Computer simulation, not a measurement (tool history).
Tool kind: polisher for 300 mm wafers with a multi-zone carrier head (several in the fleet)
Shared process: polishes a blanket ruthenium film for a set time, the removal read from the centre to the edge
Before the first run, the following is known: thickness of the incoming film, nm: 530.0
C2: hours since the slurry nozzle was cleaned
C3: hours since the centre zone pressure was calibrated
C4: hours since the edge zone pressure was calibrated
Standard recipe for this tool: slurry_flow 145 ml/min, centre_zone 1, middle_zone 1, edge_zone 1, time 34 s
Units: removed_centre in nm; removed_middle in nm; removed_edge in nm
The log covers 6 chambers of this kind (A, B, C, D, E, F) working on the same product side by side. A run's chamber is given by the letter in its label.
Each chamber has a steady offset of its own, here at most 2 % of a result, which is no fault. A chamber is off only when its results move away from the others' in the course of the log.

run 1D hour=11.5 | slurry_flow=145 centre_zone=1 middle_zone=1 edge_zone=1 time=34 | wafers_polished_on_this_pad=1071 C2=161.9 C3=231.4 C4=264.5 | removed_centre=44.193 removed_middle=43.506 removed_edge=43.511
run 2B hour=18 | slurry_flow=145 centre_zone=1 middle_zone=1 edge_zone=1 time=34 | wafers_polished_on_this_pad=747 C2=230.5 C3=36.4 C4=163.3 | removed_centre=44.333 removed_middle=44.098 removed_edge=43.977
run 3C hour=24.6 | slurry_flow=145 centre_zone=1 middle_zone=1 edge_zone=1 time=34 | wafers_polished_on_this_pad=600 C2=178.7 C3=583.5 C4=396.7 | removed_centre=44.511 removed_middle=43.762 removed_edge=43.865
-- hour=25.9 chamber D: worn pad replaced by a new one
run 4F hour=39.2 | slurry_flow=145 centre_zone=1 middle_zone=1 edge_zone=1 time=34 | wafers_polished_on_this_pad=876 C2=209 C3=784.9 C4=308.7 | removed_centre=43.299 removed_middle=43.434 removed_edge=44.857
-- hour=43.1 chamber C: slurry nozzle cleaned
-- hour=43.3 chamber E: worn pad replaced by a new one
run 5E hour=51.1 | slurry_flow=145 centre_zone=1 middle_zone=1 edge_zone=1 time=34 | wafers_polished_on_this_pad=90 C2=674.6 C3=806.8 C4=139.3 | removed_centre=44.844 removed_middle=44.254 removed_edge=44.597
-- hour=52.6 chamber D: slurry nozzle cleaned
-- hour=53.8 chamber C: worn pad replaced by a new one
-- hour=55.5 chamber F: worn pad replaced by a new one
-- hour=64.9 chamber A: worn pad replaced by a new one
run 6A hour=65 | slurry_flow=145 centre_zone=1 middle_zone=1 edge_zone=1 time=34 | wafers_polished_on_this_pad=1 C2=167.4 C3=238 C4=571.6 | removed_centre=44.148 removed_middle=43.662 removed_edge=43.949
-- hour=67.9 chamber B: worn pad replaced by a new one
run 7F hour=75.5 | slurry_flow=145 centre_zone=1 middle_zone=1 edge_zone=1 time=34 | wafers_polished_on_this_pad=228 C2=245.3 C3=821.2 C4=345 | removed_centre=43.63 removed_middle=44.067 removed_edge=44.491
run 8C hour=85 | slurry_flow=145 centre_zone=1 middle_zone=1 edge_zone=1 time=34 | wafers_polished_on_this_pad=356 C2=42 C3=643.9 C4=457.1 | removed_centre=43.934 removed_middle=44.616 removed_edge=45.204
run 9D hour=95.8 | slurry_flow=145 centre_zone=1 middle_zone=1 edge_zone=1 time=34 | wafers_polished_on_this_pad=798 C2=43.2 C3=315.7 C4=348.8 | removed_centre=43.513 removed_middle=44.043 removed_edge=44.468
run 10B hour=105 | slurry_flow=145 centre_zone=1 middle_zone=1 edge_zone=1 time=34 | wafers_polished_on_this_pad=423 C2=317.5 C3=123.4 C4=250.3 | removed_centre=44.067 removed_middle=45.022 removed_edge=44.049
-- hour=111 chamber E: slurry nozzle cleaned
run 11A hour=119.5 | slurry_flow=145 centre_zone=1 middle_zone=1 edge_zone=1 time=34 | wafers_polished_on_this_pad=623 C2=221.9 C3=292.5 C4=626.1 | removed_centre=44.07 removed_middle=44.676 removed_edge=44.06
-- hour=125.9 chamber E: worn pad replaced by a new one
-- hour=131.6 chamber F: centre zone pressure recalibrated
run 12E hour=131.6 | slurry_flow=145 centre_zone=1 middle_zone=1 edge_zone=1 time=34 | wafers_polished_on_this_pad=65 C2=20.6 C3=887.3 C4=219.8 | removed_centre=44.976 removed_middle=44.358 removed_edge=44.788
-- hour=132 chamber D: worn pad replaced by a new one
-- hour=145.1 chamber F: edge zone pressure recalibrated
run 13D hour=145.2 | slurry_flow=145 centre_zone=1 middle_zone=1 edge_zone=1 time=34 | wafers_polished_on_this_pad=150 C2=92.6 C3=365.1 C4=398.2 | removed_centre=44.296 removed_middle=44.165 removed_edge=44.468
-- hour=145.3 chamber F: worn pad replaced by a new one
-- hour=147 chamber C: worn pad replaced by a new one
-- hour=154.3 chamber A: worn pad replaced by a new one
run 14F hour=155.9 | slurry_flow=145 centre_zone=1 middle_zone=1 edge_zone=1 time=34 | wafers_polished_on_this_pad=121 C2=325.7 C3=24.3 C4=10.9 | removed_centre=47.941 removed_middle=44.074 removed_edge=44.337
run 15C hour=166.1 | slurry_flow=110 centre_zone=1 middle_zone=1 edge_zone=1 time=27 | wafers_polished_on_this_pad=218 C2=123.1 C3=725 C4=538.2 | removed_centre=32.622 removed_middle=33.669 removed_edge=33.153
run 16B hour=173.5 | slurry_flow=110 centre_zone=1 middle_zone=1 edge_zone=1 time=27 | wafers_polished_on_this_pad=1205 C2=386 C3=191.9 C4=318.8 | removed_centre=32.05 removed_middle=33.312 removed_edge=33.437
run 17E hour=180.3 | slurry_flow=110 centre_zone=1 middle_zone=1 edge_zone=1 time=27 | wafers_polished_on_this_pad=621 C2=69.3 C3=936 C4=268.5 | removed_centre=33.438 removed_middle=33.029 removed_edge=34.468
-- hour=181.5 chamber B: worn pad replaced by a new one
-- hour=186.3 chamber F: slurry nozzle cleaned
-- hour=187.5 chamber D: centre zone pressure recalibrated
run 18A hour=191.6 | slurry_flow=110 centre_zone=1 middle_zone=1 edge_zone=1 time=27 | wafers_polished_on_this_pad=425 C2=294 C3=364.6 C4=698.2 | removed_centre=32.315 removed_middle=32.971 removed_edge=33.435
run 19E hour=200.6 | slurry_flow=110 centre_zone=1 middle_zone=1 edge_zone=1 time=27 | wafers_polished_on_this_pad=853 C2=89.6 C3=956.3 C4=288.8 | removed_centre=33.171 removed_middle=32.667 removed_edge=34.274
run 20B hour=207.1 | slurry_flow=110 centre_zone=1 middle_zone=1 edge_zone=1 time=27 | wafers_polished_on_this_pad=292 C2=419.6 C3=225.5 C4=352.4 | removed_centre=32.51 removed_middle=34.064 removed_edge=33.376
-- hour=214.3 chamber C: slurry nozzle cleaned
-- hour=214.3 chamber E: worn pad replaced by a new one
run 21D hour=220.9 | slurry_flow=145 centre_zone=1 middle_zone=1 edge_zone=1 time=34 | wafers_polished_on_this_pad=1014 C2=168.3 C3=33.4 C4=473.9 | removed_centre=44.182 removed_middle=43.404 removed_edge=44.508
run 22C hour=230.5 | slurry_flow=145 centre_zone=1 middle_zone=1 edge_zone=1 time=34 | wafers_polished_on_this_pad=953 C2=16.2 C3=789.4 C4=602.6 | removed_centre=44.174 removed_middle=44.413 removed_edge=44.552
-- hour=232.4 chamber D: worn pad replaced by a new one
-- hour=239.1 chamber C: worn pad replaced by a new one
-- hour=239.5 chamber A: edge zone pressure recalibrated
-- hour=241.7 chamber A: worn pad replaced by a new one
run 23F hour=242 | slurry_flow=145 centre_zone=1 middle_zone=1 edge_zone=1 time=34 | wafers_polished_on_this_pad=1103 C2=55.7 C3=110.4 C4=97 | removed_centre=48.169 removed_middle=43.595 removed_edge=44.11
-- hour=244.1 chamber F: worn pad replaced by a new one
run 24A hour=256 | slurry_flow=145 centre_zone=1 middle_zone=1 edge_zone=1 time=34 | wafers_polished_on_this_pad=163 C2=358.4 C3=429 C4=16.6 | removed_centre=44.215 removed_middle=43.633 removed_edge=43.903
run 25E hour=262.5 | slurry_flow=145 centre_zone=0.94 middle_zone=1 edge_zone=1 time=34 | wafers_polished_on_this_pad=551 C2=151.5 C3=1018.2 C4=350.7 | removed_centre=42.184 removed_middle=45.064 removed_edge=43.917
-- hour=270.5 chamber D: slurry nozzle cleaned
run 26C hour=276.8 | slurry_flow=145 centre_zone=0.94 middle_zone=1 edge_zone=1 time=34 | wafers_polished_on_this_pad=430 C2=62.5 C3=835.7 C4=648.9 | removed_centre=40.714 removed_middle=44.782 removed_edge=44.15
run 27D hour=283.2 | slurry_flow=145 centre_zone=0.94 middle_zone=1 edge_zone=1 time=34 | wafers_polished_on_this_pad=579 C2=12.7 C3=95.7 C4=536.2 | removed_centre=41.317 removed_middle=44.799 removed_edge=44.295
-- hour=283.3 chamber A: centre zone pressure recalibrated
run 28B hour=292.2 | slurry_flow=145 centre_zone=0.94 middle_zone=1 edge_zone=1 time=34 | wafers_polished_on_this_pad=1263 C2=504.7 C3=310.6 C4=437.5 | removed_centre=41.236 removed_middle=44.742 removed_edge=43.833
-- hour=294.7 chamber E: worn pad replaced by a new one
-- hour=302.1 chamber B: worn pad replaced by a new one
run 29F hour=302.5 | slurry_flow=145 centre_zone=0.94 middle_zone=1 edge_zone=1 time=34 | wafers_polished_on_this_pad=667 C2=116.2 C3=170.9 C4=157.5 | removed_centre=45.242 removed_middle=43.484 removed_edge=44.062
run 30A hour=314.3 | slurry_flow=145 centre_zone=0.94 middle_zone=1 edge_zone=1 time=34 | wafers_polished_on_this_pad=828 C2=416.7 C3=31 C4=74.9 | removed_centre=41.612 removed_middle=43.769 removed_edge=44.511
-- hour=324.4 chamber A: worn pad replaced by a new one
run 31D hour=325.7 | slurry_flow=145 centre_zone=1.08 middle_zone=1 edge_zone=1 time=34 | wafers_polished_on_this_pad=1064 C2=55.2 C3=138.2 C4=578.7 | removed_centre=47.296 removed_middle=44.452 removed_edge=43.953
-- hour=330.4 chamber D: worn pad replaced by a new one
-- hour=332.1 chamber C: worn pad replaced by a new one
run 32F hour=332.8 | slurry_flow=145 centre_zone=1.08 middle_zone=1 edge_zone=1 time=34 | wafers_polished_on_this_pad=1013 C2=146.5 C3=201.2 C4=187.8 | removed_centre=52.961 removed_middle=45.194 removed_edge=45.119
-- hour=335.8 chamber B: slurry nozzle cleaned
run 33A hour=340.7 | slurry_flow=145 centre_zone=1.08 middle_zone=1 edge_zone=1 time=34 | wafers_polished_on_this_pad=186 C2=443.1 C3=57.4 C4=101.3 | removed_centre=47.485 removed_middle=43.391 removed_edge=44.28
run 34C hour=350 | slurry_flow=145 centre_zone=1.08 middle_zone=1 edge_zone=1 time=34 | wafers_polished_on_this_pad=205 C2=135.7 C3=908.9 C4=722.1 | removed_centre=47.683 removed_middle=44.315 removed_edge=44.424
-- hour=351.1 chamber F: worn pad replaced by a new one
run 35B hour=358 | slurry_flow=145 centre_zone=1.08 middle_zone=1 edge_zone=1 time=34 | wafers_polished_on_this_pad=638 C2=22.3 C3=376.4 C4=503.3 | removed_centre=47.333 removed_middle=43.889 removed_edge=44.043
run 36E hour=369.8 | slurry_flow=145 centre_zone=1.08 middle_zone=1 edge_zone=1 time=34 | wafers_polished_on_this_pad=857 C2=258.8 C3=1125.5 C4=458 | removed_centre=48.93 removed_middle=43.955 removed_edge=45.323
-- hour=374.7 chamber E: worn pad replaced by a new one
run 37A hour=382 | slurry_flow=145 centre_zone=1 middle_zone=1 edge_zone=1 time=34 | wafers_polished_on_this_pad=657 C2=484.4 C3=98.7 C4=142.6 | removed_centre=44.416 removed_middle=44.729 removed_edge=43.417
run 38D hour=388.6 | slurry_flow=145 centre_zone=1 middle_zone=1 edge_zone=1 time=34 | wafers_polished_on_this_pad=664 C2=118.1 C3=201.1 C4=641.6 | removed_centre=43.656 removed_middle=43.179 removed_edge=44.208
-- hour=393.2 chamber C: slurry nozzle cleaned
-- hour=396.3 chamber B: worn pad replaced by a new one
run 39E hour=401.4 | slurry_flow=145 centre_zone=1 middle_zone=1 edge_zone=1 time=34 | wafers_polished_on_this_pad=305 C2=290.4 C3=1157.1 C4=489.6 | removed_centre=45.408 removed_middle=43.917 removed_edge=44.615
run 40C hour=411.9 | slurry_flow=145 centre_zone=1 middle_zone=1 edge_zone=1 time=34 | wafers_polished_on_this_pad=911 C2=18.7 C3=970.8 C4=784 | removed_centre=44.782 removed_middle=44.23 removed_edge=43.884
run 41F hour=423.3 | slurry_flow=145 centre_zone=1 middle_zone=1 edge_zone=1 time=34 | wafers_polished_on_this_pad=824 C2=237 C3=291.7 C4=278.3 | removed_centre=47.915 removed_middle=44.352 removed_edge=43.687
run 42B hour=434.7 | slurry_flow=145 centre_zone=1 middle_zone=1 edge_zone=1 time=34 | wafers_polished_on_this_pad=438 C2=99 C3=453.1 C4=580 | removed_centre=43.978 removed_middle=44.592 removed_edge=43.795

Read the log: is a single chamber off, either drifting away or since a service, is the gauge that measures every chamber drifting, or is nothing wrong beyond small per-chamber offsets? Name any odd chamber and what most likely caused it.

Chamber F has stood off from the others ever since a service on it.
Likeliest cause: centre zone's pressure above its setpoint, % = 9.19.

Here are 4 candidates for chamber F's next run, each the usual settings with a change, their results left as question marks. Which one brings its results back in line with what the others give on the usual settings?
Counts as in line when no further than this from what the other chambers average on the usual settings: removed_centre 1.5 nm; removed_middle 1.7 nm; removed_edge 1.5 nm
run 43F-1 hour=445.1 | slurry_flow=150 centre_zone=1.07 middle_zone=0.98 edge_zone=0.98 time=34 | removed_centre=? removed_middle=? removed_edge=?
run 43F-2 hour=445.1 | slurry_flow=140 centre_zone=0.93 middle_zone=1.02 edge_zone=1.02 time=34 | removed_centre=? removed_middle=? removed_edge=?
run 43F-3 hour=445.1 | slurry_flow=155 centre_zone=1.12 middle_zone=0.97 edge_zone=0.96 time=34 | removed_centre=? removed_middle=? removed_edge=?
run 43F-4 hour=445.1 | slurry_flow=135 centre_zone=0.88 middle_zone=1.03 edge_zone=1.04 time=34 | removed_centre=? removed_middle=? removed_edge=?

The other chambers' mean on the usual settings: removed_centre 44.245 nm; removed_middle 44.251 nm; removed_edge 44.354 nm
run=43F-1 removed_centre=52.387 removed_middle=43.499 removed_edge=43.761
run=43F-2 removed_centre=44.218 removed_middle=44.538 removed_edge=44.215
run=43F-3 removed_centre=55.448 removed_middle=43.353 removed_edge=43.503
run=43F-4 removed_centre=41.227 removed_middle=44.605 removed_edge=44.419
43F-2 is the one that brings the chamber's results back in line with the other chambers.
